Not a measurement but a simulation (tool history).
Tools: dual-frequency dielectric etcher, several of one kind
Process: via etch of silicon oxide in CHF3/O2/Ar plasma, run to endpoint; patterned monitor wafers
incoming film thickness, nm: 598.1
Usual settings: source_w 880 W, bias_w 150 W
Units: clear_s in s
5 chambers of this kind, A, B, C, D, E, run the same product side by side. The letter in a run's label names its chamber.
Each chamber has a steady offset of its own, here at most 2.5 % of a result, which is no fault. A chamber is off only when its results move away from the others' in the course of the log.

run,hour,source_w,bias_w,clear_s
# hour 7.3: chamber B: wet clean of the chamber
1D,7.8,880,150,279.75
2A,16.4,880,150,274.98
3E,23.3,880,150,278.37
4C,29.8,880,150,277.16
5B,37.0,880,150,282.98
6E,45.8,880,150,279.04
# hour 53.7: chamber A: wet clean of the chamber
7C,54.7,880,150,279.03
8B,62.4,1090,164,250.59
9D,70.6,1090,164,248.60
10A,82.3,1090,164,247.38
11C,88.7,1090,164,248.28
12D,100.7,1090,164,248.62
13B,111.6,880,150,282.27
14E,123.3,880,150,274.96
# hour 130.6: chamber C: source power generator calibrated
15A,130.6,680,163,297.08
16B,137.3,680,163,304.70
17D,150.8,680,163,299.62
18E,159.0,680,163,295.52
19A,166.2,680,163,299.33
# hour 170.5: chamber E: wet clean of the chamber
20C,172.7,880,150,276.32
21A,182.9,880,150,276.64
# hour 190.0: chamber D: wet clean of the chamber
22C,192.4,880,150,278.46
# hour 194.6: chamber C: bias power generator calibrated
23D,205.8,880,150,275.92
24E,216.0,800,150,277.17
25B,229.4,800,150,292.16
26C,237.4,800,150,287.08
27D,244.2,800,150,289.47
28B,252.9,800,150,294.07
29A,263.4,880,150,277.31
30E,273.0,880,150,269.37
31A,280.1,880,150,278.65
32B,291.2,880,150,283.77
33D,301.2,880,150,275.30
34C,309.3,880,150,276.43
35E,319.8,880,150,268.57
36A,328.2,880,150,277.45
37D,337.6,880,150,277.23
38C,350.6,880,150,279.59
39E,364.7,880,150,270.01
40B,375.0,880,150,283.77

Is one chamber off against the others, does the gauge drift, or is nothing wrong? If a chamber is off, say which, and what the likeliest cause is.

A service left chamber E off against the others.
Cause: etch rate over this chamber's usual, % = 3.73.

Here are 4 candidates for chamber E's next run, each the usual settings with a change, their results left as question marks. Which one brings its results back in line with what the others give on the usual settings?
In line means no further than this from the other chambers' mean on the usual settings: clear_s 4.60 s
41E-1,385.4,880,169,?
41E-2,385.4,790,150,?
41E-3,385.4,980,164,?
41E-4,385.4,720,150,?

The other chambers' mean on the usual settings: clear_s 278.97 s
run,clear_s
41E-1,257.86
41E-2,279.27
41E-3,249.86
41E-4,289.35
41E-2 brings the chamber back in line.

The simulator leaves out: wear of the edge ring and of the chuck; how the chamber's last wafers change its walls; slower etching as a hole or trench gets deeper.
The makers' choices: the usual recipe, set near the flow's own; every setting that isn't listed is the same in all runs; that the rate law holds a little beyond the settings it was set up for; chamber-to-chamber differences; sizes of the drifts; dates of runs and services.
